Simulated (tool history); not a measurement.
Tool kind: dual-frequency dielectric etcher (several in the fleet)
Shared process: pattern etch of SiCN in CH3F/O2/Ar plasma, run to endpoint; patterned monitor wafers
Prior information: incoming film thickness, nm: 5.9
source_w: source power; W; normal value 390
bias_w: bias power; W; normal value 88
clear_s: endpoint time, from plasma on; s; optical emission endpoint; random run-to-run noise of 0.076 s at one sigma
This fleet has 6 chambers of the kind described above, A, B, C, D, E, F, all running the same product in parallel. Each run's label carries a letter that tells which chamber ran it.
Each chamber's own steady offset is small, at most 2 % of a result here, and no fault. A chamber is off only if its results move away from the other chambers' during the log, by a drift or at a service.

Run 1F, hour 3.8: usual settings. Result: clear_s 14.874 s.
Run 2A, hour 11.2: usual settings. Result: clear_s 14.763 s.
At hour 15.4: chamber F: wet clean of the chamber.
Run 3D, hour 18.8: usual settings. Result: clear_s 14.916 s.
At hour 18.9: chamber B: wet clean of the chamber.
Run 4B, hour 22.3: usual settings. Result: clear_s 14.771 s.
Run 5C, hour 27.2: usual settings. Result: clear_s 14.690 s.
Run 6E, hour 33.5: usual settings. Result: clear_s 14.806 s.
Run 7E, hour 38.3: usual settings. Result: clear_s 14.730 s.
Run 8B, hour 45.4: usual settings. Result: clear_s 14.879 s.
Run 9A, hour 53.2: usual settings. Result: clear_s 14.846 s.
Run 10D, hour 58.2: usual settings. Result: clear_s 14.891 s.
Run 11C, hour 62.9: usual settings. Result: clear_s 14.701 s.
Run 12F, hour 66.4: usual settings. Result: clear_s 14.828 s.
Run 13F, hour 72.3: usual settings. Result: clear_s 14.903 s.
Run 14D, hour 79.7: usual settings. Result: clear_s 14.972 s.
Run 15B, hour 84.1: usual settings. Result: clear_s 14.771 s.
Run 16C, hour 87.6: usual settings but bias_w 106 W. Result: clear_s 13.817 s.
Run 17E, hour 92.0: usual settings but bias_w 106 W. Result: clear_s 13.682 s.
Run 18A, hour 99.6: usual settings but bias_w 106 W. Result: clear_s 13.762 s.
Run 19D, hour 105.3: usual settings but bias_w 106 W. Result: clear_s 13.955 s.
Run 20C, hour 113.2: usual settings but bias_w 106 W. Result: clear_s 13.718 s.
Run 21F, hour 119.5: usual settings but bias_w 106 W. Result: clear_s 13.891 s.
Run 22E, hour 123.5: usual settings. Result: clear_s 14.661 s.
Run 23A, hour 128.0: usual settings. Result: clear_s 14.732 s.
Run 24B, hour 134.1: usual settings. Result: clear_s 14.921 s.
Run 25A, hour 137.9: usual settings. Result: clear_s 14.643 s.
At hour 139.4: chamber D: bias power generator calibrated.
Run 26B, hour 143.2: usual settings. Result: clear_s 14.847 s.
Run 27D, hour 147.6: usual settings. Result: clear_s 14.990 s.
Run 28E, hour 152.4: usual settings. Result: clear_s 14.425 s.
Run 29C, hour 159.5: usual settings. Result: clear_s 14.785 s.
Run 30F, hour 167.2: usual settings but source_w 350 W. Result: clear_s 15.580 s.
Run 31A, hour 173.8: usual settings but source_w 350 W. Result: clear_s 15.290 s.
Run 32B, hour 180.8: usual settings but source_w 350 W. Result: clear_s 15.406 s.
Run 33C, hour 188.4: usual settings but source_w 350 W. Result: clear_s 15.336 s.
Run 34D, hour 192.1: usual settings but source_w 350 W. Result: clear_s 15.510 s.
Run 35F, hour 195.8: usual settings but source_w 350 W. Result: clear_s 15.396 s.
Run 36E, hour 201.4: usual settings but source_w 460 W. Result: clear_s 13.385 s.
Run 37E, hour 208.1: usual settings but source_w 460 W. Result: clear_s 13.259 s.
Run 38C, hour 213.6: usual settings but source_w 460 W. Result: clear_s 13.954 s.
Run 39A, hour 221.1: usual settings but source_w 460 W. Result: clear_s 13.848 s.
Run 40D, hour 228.4: usual settings but source_w 460 W. Result: clear_s 14.218 s.

All chambers now run identical settings, listed one chamber a line with results as question marks. What results will each chamber show?
Run 41A, hour 234.1: usual settings. Result: clear_s ?.
Run 41B, hour 234.1: usual settings. Result: clear_s ?.
Run 41C, hour 234.1: usual settings. Result: clear_s ?.
Run 41D, hour 234.1: usual settings. Result: clear_s ?.
Run 41E, hour 234.1: usual settings. Result: clear_s ?.
Run 41F, hour 234.1: usual settings. Result: clear_s ?.

run  clear_s
41A   14.918
41B   14.847
41C   14.798
41D   14.901
41E   14.131
41F   14.824
